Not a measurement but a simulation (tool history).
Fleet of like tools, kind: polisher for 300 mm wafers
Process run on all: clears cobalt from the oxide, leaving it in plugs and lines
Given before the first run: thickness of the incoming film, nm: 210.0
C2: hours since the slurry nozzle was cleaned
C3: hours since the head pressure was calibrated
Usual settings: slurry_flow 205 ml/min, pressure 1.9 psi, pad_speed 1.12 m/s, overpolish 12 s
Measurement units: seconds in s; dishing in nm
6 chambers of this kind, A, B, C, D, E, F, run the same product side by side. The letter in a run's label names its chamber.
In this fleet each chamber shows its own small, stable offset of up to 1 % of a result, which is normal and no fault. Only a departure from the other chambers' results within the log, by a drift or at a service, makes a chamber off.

run 1C hour=4.0 | slurry_flow=205 pressure=1.9 pad_speed=1.12 overpolish=12 | wafers_polished_on_this_pad=338 C2=437.2 C3=581.0 | seconds=44.355 dishing=40.374
-- hour=4.4 chamber B: worn pad replaced by a new one
run 2B hour=9.8 | slurry_flow=205 pressure=1.9 pad_speed=1.12 overpolish=12 | wafers_polished_on_this_pad=38 C2=679.9 C3=450.3 | seconds=45.976 dishing=41.889
run 3E hour=15.8 | slurry_flow=205 pressure=1.9 pad_speed=1.12 overpolish=12 | wafers_polished_on_this_pad=314 C2=110.3 C3=247.7 | seconds=45.876 dishing=42.021
-- hour=18.1 chamber C: head pressure recalibrated
run 4F hour=22.6 | slurry_flow=205 pressure=1.9 pad_speed=1.12 overpolish=12 | wafers_polished_on_this_pad=879 C2=687.1 C3=488.5 | seconds=46.588 dishing=40.762
run 5A hour=27.1 | slurry_flow=205 pressure=1.9 pad_speed=1.12 overpolish=12 | wafers_polished_on_this_pad=424 C2=182.2 C3=291.2 | seconds=44.855 dishing=40.952
run 6D hour=30.9 | slurry_flow=205 pressure=1.9 pad_speed=1.12 overpolish=12 | wafers_polished_on_this_pad=620 C2=440.5 C3=313.5 | seconds=46.691 dishing=41.409
run 7A hour=37.6 | slurry_flow=205 pressure=1.9 pad_speed=1.12 overpolish=12 | wafers_polished_on_this_pad=499 C2=192.7 C3=301.7 | seconds=46.808 dishing=41.594
run 8B hour=41.8 | slurry_flow=205 pressure=1.9 pad_speed=1.12 overpolish=12 | wafers_polished_on_this_pad=266 C2=711.9 C3=482.3 | seconds=46.249 dishing=42.503
run 9F hour=47.9 | slurry_flow=205 pressure=1.9 pad_speed=1.12 overpolish=12 | wafers_polished_on_this_pad=1059 C2=712.4 C3=513.8 | seconds=45.141 dishing=40.976
-- hour=48.7 chamber E: worn pad replaced by a new one
run 10E hour=52.9 | slurry_flow=205 pressure=1.9 pad_speed=1.12 overpolish=12 | wafers_polished_on_this_pad=30 C2=147.4 C3=284.8 | seconds=45.521 dishing=40.739
-- hour=55.8 chamber A: worn pad replaced by a new one
run 11D hour=57.4 | slurry_flow=205 pressure=1.9 pad_speed=1.12 overpolish=12 | wafers_polished_on_this_pad=808 C2=467.0 C3=340.0 | seconds=43.828 dishing=40.590
run 12C hour=61.1 | slurry_flow=205 pressure=1.9 pad_speed=1.12 overpolish=12 | wafers_polished_on_this_pad=744 C2=494.3 C3=43.1 | seconds=45.554 dishing=41.357
run 13F hour=67.2 | slurry_flow=205 pressure=1.9 pad_speed=1.12 overpolish=12 | wafers_polished_on_this_pad=1196 C2=731.7 C3=533.1 | seconds=45.652 dishing=41.027
run 14D hour=70.4 | slurry_flow=205 pressure=1.9 pad_speed=1.12 overpolish=12 | wafers_polished_on_this_pad=901 C2=480.0 C3=353.0 | seconds=45.527 dishing=43.266
run 15C hour=76.0 | slurry_flow=205 pressure=1.9 pad_speed=1.12 overpolish=12 | wafers_polished_on_this_pad=850 C2=509.2 C3=58.0 | seconds=45.630 dishing=41.860
run 16E hour=82.2 | slurry_flow=205 pressure=1.9 pad_speed=1.12 overpolish=12 | wafers_polished_on_this_pad=238 C2=176.7 C3=314.1 | seconds=45.006 dishing=42.221
run 17B hour=86.5 | slurry_flow=205 pressure=1.4 pad_speed=1.12 overpolish=7 | wafers_polished_on_this_pad=584 C2=756.6 C3=527.0 | seconds=61.378 dishing=21.129
-- hour=88.6 chamber C: worn pad replaced by a new one
-- hour=90.5 chamber D: worn pad replaced by a new one
run 18A hour=92.5 | slurry_flow=205 pressure=1.4 pad_speed=1.12 overpolish=7 | wafers_polished_on_this_pad=261 C2=247.6 C3=356.6 | seconds=62.700 dishing=21.416
run 19D hour=96.8 | slurry_flow=205 pressure=1.4 pad_speed=1.12 overpolish=7 | wafers_polished_on_this_pad=45 C2=506.4 C3=379.4 | seconds=60.090 dishing=21.153
-- hour=99.3 chamber F: worn pad replaced by a new one
run 20E hour=100.4 | slurry_flow=205 pressure=1.4 pad_speed=1.12 overpolish=7 | wafers_polished_on_this_pad=368 C2=194.9 C3=332.3 | seconds=59.490 dishing=20.297
run 21B hour=106.9 | slurry_flow=205 pressure=1.4 pad_speed=1.12 overpolish=7 | wafers_polished_on_this_pad=729 C2=777.0 C3=547.4 | seconds=60.364 dishing=21.286
run 22F hour=112.9 | slurry_flow=205 pressure=1.4 pad_speed=1.12 overpolish=7 | wafers_polished_on_this_pad=97 C2=777.4 C3=578.8 | seconds=61.692 dishing=20.576
-- hour=115.3 chamber E: worn pad replaced by a new one
-- hour=116.1 chamber F: head pressure recalibrated
run 23C hour=116.1 | slurry_flow=205 pressure=1.9 pad_speed=1.12 overpolish=12 | wafers_polished_on_this_pad=195 C2=549.3 C3=98.1 | seconds=45.500 dishing=42.449
run 24A hour=121.7 | slurry_flow=205 pressure=1.9 pad_speed=1.12 overpolish=12 | wafers_polished_on_this_pad=469 C2=276.8 C3=385.8 | seconds=45.673 dishing=40.311
run 25F hour=126.6 | slurry_flow=205 pressure=1.9 pad_speed=1.12 overpolish=12 | wafers_polished_on_this_pad=194 C2=791.1 C3=10.6 | seconds=46.410 dishing=41.798
run 26A hour=129.6 | slurry_flow=205 pressure=1.9 pad_speed=1.12 overpolish=12 | wafers_polished_on_this_pad=525 C2=284.7 C3=393.7 | seconds=46.594 dishing=41.910
-- hour=130.0 chamber A: worn pad replaced by a new one
-- hour=130.7 chamber B: worn pad replaced by a new one
run 27D hour=133.6 | slurry_flow=255 pressure=1.9 pad_speed=1.12 overpolish=12 | wafers_polished_on_this_pad=307 C2=543.2 C3=416.2 | seconds=44.114 dishing=43.803
run 28E hour=138.6 | slurry_flow=255 pressure=1.9 pad_speed=1.12 overpolish=12 | wafers_polished_on_this_pad=165 C2=233.1 C3=370.5 | seconds=44.122 dishing=41.732
-- hour=142.2 chamber B: slurry nozzle cleaned
run 29B hour=145.1 | slurry_flow=255 pressure=1.9 pad_speed=1.12 overpolish=12 | wafers_polished_on_this_pad=102 C2=3.0 C3=585.6 | seconds=45.055 dishing=42.171
-- hour=146.7 chamber E: head pressure recalibrated
-- hour=147.5 chamber F: slurry nozzle cleaned
run 30C hour=149.6 | slurry_flow=255 pressure=1.9 pad_speed=1.12 overpolish=12 | wafers_polished_on_this_pad=434 C2=582.8 C3=131.6 | seconds=44.251 dishing=42.955
run 31A hour=154.3 | slurry_flow=255 pressure=1.9 pad_speed=1.12 overpolish=12 | wafers_polished_on_this_pad=173 C2=309.4 C3=418.4 | seconds=44.547 dishing=41.834
run 32F hour=157.8 | slurry_flow=255 pressure=1.9 pad_speed=1.12 overpolish=12 | wafers_polished_on_this_pad=416 C2=10.3 C3=41.8 | seconds=43.343 dishing=41.807
run 33C hour=163.3 | slurry_flow=205 pressure=1.9 pad_speed=1.12 overpolish=12 | wafers_polished_on_this_pad=531 C2=596.5 C3=145.3 | seconds=44.740 dishing=42.094
run 34E hour=169.8 | slurry_flow=205 pressure=1.9 pad_speed=1.12 overpolish=12 | wafers_polished_on_this_pad=387 C2=264.3 C3=23.2 | seconds=45.165 dishing=41.295
run 35B hour=173.1 | slurry_flow=205 pressure=1.9 pad_speed=1.12 overpolish=12 | wafers_polished_on_this_pad=301 C2=31.0 C3=613.6 | seconds=45.821 dishing=41.517
run 36D hour=179.5 | slurry_flow=205 pressure=1.9 pad_speed=1.12 overpolish=12 | wafers_polished_on_this_pad=633 C2=589.1 C3=462.1 | seconds=45.767 dishing=43.449
run 37C hour=183.5 | slurry_flow=205 pressure=1.9 pad_speed=1.12 overpolish=12 | wafers_polished_on_this_pad=675 C2=616.7 C3=165.5 | seconds=45.950 dishing=42.091
run 38B hour=189.3 | slurry_flow=205 pressure=1.9 pad_speed=1.12 overpolish=12 | wafers_polished_on_this_pad=417 C2=47.2 C3=629.8 | seconds=45.881 dishing=41.640

The same settings go to every chamber for the next run, one line per chamber below. Forecast the results for each:
run 39A hour=194.1 | slurry_flow=205 pressure=1.9 pad_speed=1.12 overpolish=12 | seconds=? dishing=?
run 39B hour=194.1 | slurry_flow=205 pressure=1.9 pad_speed=1.12 overpolish=12 | seconds=? dishing=?
run 39C hour=194.1 | slurry_flow=205 pressure=1.9 pad_speed=1.12 overpolish=12 | seconds=? dishing=?
run 39D hour=194.1 | slurry_flow=205 pressure=1.9 pad_speed=1.12 overpolish=12 | seconds=? dishing=?
run 39E hour=194.1 | slurry_flow=205 pressure=1.9 pad_speed=1.12 overpolish=12 | seconds=? dishing=?
run 39F hour=194.1 | slurry_flow=205 pressure=1.9 pad_speed=1.12 overpolish=12 | seconds=? dishing=?

run=39A seconds=44.466 dishing=43.023
run=39B seconds=45.798 dishing=41.238
run=39C seconds=44.330 dishing=42.171
run=39D seconds=45.764 dishing=42.227
run=39E seconds=44.803 dishing=41.935
run=39F seconds=45.437 dishing=41.118
